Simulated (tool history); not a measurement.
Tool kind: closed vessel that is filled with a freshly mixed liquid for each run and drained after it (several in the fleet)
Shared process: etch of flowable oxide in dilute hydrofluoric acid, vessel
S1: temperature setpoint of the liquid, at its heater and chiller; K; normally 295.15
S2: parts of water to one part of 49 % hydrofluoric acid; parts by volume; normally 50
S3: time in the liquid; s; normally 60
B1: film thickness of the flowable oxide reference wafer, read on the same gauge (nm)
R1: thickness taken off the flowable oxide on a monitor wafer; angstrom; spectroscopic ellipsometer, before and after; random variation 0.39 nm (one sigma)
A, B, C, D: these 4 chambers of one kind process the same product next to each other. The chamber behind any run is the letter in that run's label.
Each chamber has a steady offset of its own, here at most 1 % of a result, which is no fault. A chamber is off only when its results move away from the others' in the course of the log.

run   hour      S1  S2  S3      B1      R1
 1D    9.5  295.15  50  60  109.98  432.89
 2A   20.4  295.15  50  60  109.99  432.61
 3C   26.2  295.15  50  60  110.01  423.52
 4B   37.1  295.15  50  60  110.00  433.27
 5D   47.9  295.15  50  60  110.01  425.22
 6B   56.2  295.15  35  80  109.99  829.63
 7C   66.0  295.15  35  80  110.00  831.48
 8A   72.1  295.15  35  80  109.99  833.43
      81.8  -- chamber B: hydrofluoric acid flow meter replaced
 9C   82.8  295.15  35  80  110.02  829.21
10A   89.7  297.65  65  60  110.00  358.08
11D   96.9  297.65  65  60  110.00  359.99
12B  103.3  297.65  65  60  109.98  359.36
13A  111.8  297.65  65  60  109.99  357.20
14C  119.7  295.15  50  60  110.02  422.21
15B  128.0  295.15  50  60  110.03  426.79
16D  134.7  295.15  50  60  110.02  429.88
17C  144.6  295.15  50  60  110.02  421.30
18A  156.4  292.15  50  50  110.01  301.98
19B  166.7  292.15  50  50  110.03  320.18
20D  173.0  292.15  50  50  110.01  309.82
21C  183.4  292.15  50  50  110.04  310.34
22A  193.7  295.15  50  60  109.98  403.25
23D  201.1  295.15  50  60  110.00  434.34
24B  206.6  295.15  50  60  110.02  424.53
25D  214.4  295.15  50  60  110.00  431.22

Which is it: a chamber that has drifted or been left off by a service, a gauge drift common to all chambers, or only each chamber's usual small offset? If a chamber is off, name it and its likeliest cause.

One chamber, A, drifts off from the rest bit by bit.
Cause: hydrofluoric acid flow below the setpoint (%) = 7.01.
It could be hard to tell apart here from: liquid colder than its thermometer reads (K).

Below are 4 candidate recipes for chamber A's next run, each the usual settings with a change, their results shown as question marks. Which of them brings A's results back in line with what the other chambers give on the usual settings?
In line means no further than this from the other chambers' mean on the usual settings: R1 14.00 angstrom
26A-1  222.9  297.15  50  60       ?
26A-2  222.9  295.65  45  60       ?
26A-3  222.9  294.65  55  60       ?
26A-4  222.9  293.15  50  60       ?

Other chambers, usual settings, mean: R1 427.38 angstrom
  run      R1
26A-1  430.86
26A-2  453.01
26A-3  351.05
26A-4  364.96
The right change is 26A-1: it brings the chamber back within the allowed miss of the others.

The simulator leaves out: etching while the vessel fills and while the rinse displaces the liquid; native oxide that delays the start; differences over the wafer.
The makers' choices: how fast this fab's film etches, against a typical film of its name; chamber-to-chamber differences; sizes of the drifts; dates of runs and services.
